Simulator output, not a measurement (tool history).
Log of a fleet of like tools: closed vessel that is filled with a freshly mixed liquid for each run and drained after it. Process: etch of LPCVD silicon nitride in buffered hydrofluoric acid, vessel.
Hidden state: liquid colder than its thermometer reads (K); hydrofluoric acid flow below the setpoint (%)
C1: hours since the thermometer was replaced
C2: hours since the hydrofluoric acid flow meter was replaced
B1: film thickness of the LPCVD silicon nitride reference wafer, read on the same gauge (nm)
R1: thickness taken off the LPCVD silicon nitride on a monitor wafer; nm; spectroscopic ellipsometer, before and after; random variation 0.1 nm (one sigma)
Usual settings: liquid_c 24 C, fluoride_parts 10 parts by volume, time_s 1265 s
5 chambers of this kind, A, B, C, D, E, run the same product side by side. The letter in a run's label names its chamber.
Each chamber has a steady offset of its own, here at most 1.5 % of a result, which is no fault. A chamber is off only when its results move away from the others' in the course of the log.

run 1C day=0.158 | liquid_c=24 fluoride_parts=10 time_s=1265 | C1=188.7 C2=1071.6 | B1=30.027 | R1=17.669
run 2E day=0.262 | liquid_c=24 fluoride_parts=10 time_s=1265 | C1=581.4 C2=482 | B1=30.065 | R1=17.596
run 3D day=0.475 | liquid_c=24 fluoride_parts=10 time_s=1265 | C1=1035.1 C2=353.1 | B1=30.006 | R1=17.491
run 4B day=0.571 | liquid_c=24 fluoride_parts=10 time_s=1265 | C1=624.3 C2=418.9 | B1=29.977 | R1=17.93
run 5A day=0.742 | liquid_c=24 fluoride_parts=10 time_s=1265 | C1=2488.7 C2=125.4 | B1=30.005 | R1=17.526
run 6B day=0.9 | liquid_c=24 fluoride_parts=10 time_s=1265 | C1=632.2 C2=426.8 | B1=29.968 | R1=17.786
run 7C day=1.054 | liquid_c=24 fluoride_parts=10 time_s=1265 | C1=210.2 C2=1093.1 | B1=29.979 | R1=17.744
run 8D day=1.242 | liquid_c=24 fluoride_parts=10 time_s=1265 | C1=1053.5 C2=371.5 | B1=29.983 | R1=17.408
run 9E day=1.367 | liquid_c=24 fluoride_parts=10 time_s=1265 | C1=607.9 C2=508.5 | B1=30.003 | R1=17.389
run 10A day=1.529 | liquid_c=24 fluoride_parts=10 time_s=1265 | C1=2507.6 C2=144.3 | B1=29.984 | R1=17.604
run 11E day=1.667 | liquid_c=24 fluoride_parts=10 time_s=1265 | C1=615.1 C2=515.7 | B1=29.981 | R1=17.692
run 12A day=1.817 | liquid_c=24 fluoride_parts=10 time_s=1265 | C1=2514.5 C2=151.2 | B1=30.05 | R1=17.395
run 13D day=1.946 | liquid_c=24 fluoride_parts=10 time_s=1265 | C1=1070.4 C2=388.4 | B1=30 | R1=17.52
run 14C day=2.117 | liquid_c=24 fluoride_parts=10 time_s=1265 | C1=235.7 C2=1118.6 | B1=30.001 | R1=17.714
run 15B day=2.304 | liquid_c=24 fluoride_parts=10 time_s=1265 | C1=665.9 C2=460.5 | B1=29.977 | R1=17.573
run 16C day=2.467 | liquid_c=24 fluoride_parts=10 time_s=1265 | C1=244.1 C2=1127 | B1=29.985 | R1=17.783
run 17B day=2.625 | liquid_c=24 fluoride_parts=10 time_s=1265 | C1=673.6 C2=468.2 | B1=30.002 | R1=17.365
-- day=2.671 chamber A: thermometer replaced
run 18D day=2.804 | liquid_c=24 fluoride_parts=10 time_s=1265 | C1=1091 C2=409 | B1=30.021 | R1=17.407
run 19A day=3.004 | liquid_c=24 fluoride_parts=10 time_s=1265 | C1=8.1 C2=179.7 | B1=30.002 | R1=17.786
run 20E day=3.133 | liquid_c=24 fluoride_parts=10 time_s=1265 | C1=650.3 C2=550.9 | B1=29.995 | R1=17.459
run 21A day=3.267 | liquid_c=24 fluoride_parts=10 time_s=1265 | C1=14.4 C2=186 | B1=29.975 | R1=17.541
run 22D day=3.392 | liquid_c=24 fluoride_parts=10 time_s=1265 | C1=1105.1 C2=423.1 | B1=29.997 | R1=17.508
-- day=3.429 chamber E: thermometer replaced
run 23C day=3.496 | liquid_c=24 fluoride_parts=10 time_s=1265 | C1=268.8 C2=1151.7 | B1=30.016 | R1=17.88
run 24E day=3.617 | liquid_c=24 fluoride_parts=10 time_s=1265 | C1=4.5 C2=562.5 | B1=30.018 | R1=17.4
run 25B day=3.721 | liquid_c=24 fluoride_parts=10 time_s=1265 | C1=699.9 C2=494.5 | B1=30.014 | R1=17.095
run 26B day=3.883 | liquid_c=24 fluoride_parts=10 time_s=1265 | C1=703.8 C2=498.4 | B1=29.975 | R1=17.095
run 27E day=4.092 | liquid_c=24 fluoride_parts=10 time_s=1265 | C1=15.9 C2=573.9 | B1=30.018 | R1=17.544
run 28A day=4.221 | liquid_c=24 fluoride_parts=10 time_s=1265 | C1=37.3 C2=208.9 | B1=29.99 | R1=17.558
run 29D day=4.433 | liquid_c=24 fluoride_parts=10 time_s=1265 | C1=1130.1 C2=448.1 | B1=30.007 | R1=17.502
run 30C day=4.525 | liquid_c=24 fluoride_parts=10 time_s=1265 | C1=293.5 C2=1176.4 | B1=29.992 | R1=17.82
run 31A day=4.625 | liquid_c=24 fluoride_parts=10 time_s=755 | C1=47 C2=218.6 | B1=29.961 | R1=10.481
run 32E day=4.792 | liquid_c=24 fluoride_parts=10 time_s=755 | C1=32.7 C2=590.7 | B1=29.968 | R1=10.476
run 33C day=4.888 | liquid_c=24 fluoride_parts=10 time_s=755 | C1=302.2 C2=1185.1 | B1=30.048 | R1=10.608
run 34B day=5.067 | liquid_c=24 fluoride_parts=10 time_s=755 | C1=732.2 C2=526.8 | B1=30.04 | R1=10.02
run 35D day=5.258 | liquid_c=24 fluoride_parts=10 time_s=755 | C1=1149.9 C2=467.9 | B1=29.985 | R1=10.498
run 36D day=5.392 | liquid_c=28 fluoride_parts=10 time_s=1500 | C1=1153.1 C2=471.1 | B1=30.022 | R1=25.679
run 37B day=5.6 | liquid_c=28 fluoride_parts=10 time_s=1500 | C1=745 C2=539.6 | B1=29.993 | R1=24.532
run 38C day=5.738 | liquid_c=28 fluoride_parts=10 time_s=1500 | C1=322.6 C2=1205.5 | B1=29.96 | R1=26.269
run 39A day=5.896 | liquid_c=28 fluoride_parts=10 time_s=1500 | C1=77.5 C2=249.1 | B1=29.982 | R1=25.931

All 5 chambers run these settings next. Forecast each chamber's results:
run 40A day=6.05 | liquid_c=24 fluoride_parts=10 time_s=1265 | R1=?
run 40B day=6.05 | liquid_c=24 fluoride_parts=10 time_s=1265 | R1=?
run 40C day=6.05 | liquid_c=24 fluoride_parts=10 time_s=1265 | R1=?
run 40D day=6.05 | liquid_c=24 fluoride_parts=10 time_s=1265 | R1=?
run 40E day=6.05 | liquid_c=24 fluoride_parts=10 time_s=1265 | R1=?

run=40A R1=17.601
run=40B R1=16.631
run=40C R1=17.862
run=40D R1=17.475
run=40E R1=17.444

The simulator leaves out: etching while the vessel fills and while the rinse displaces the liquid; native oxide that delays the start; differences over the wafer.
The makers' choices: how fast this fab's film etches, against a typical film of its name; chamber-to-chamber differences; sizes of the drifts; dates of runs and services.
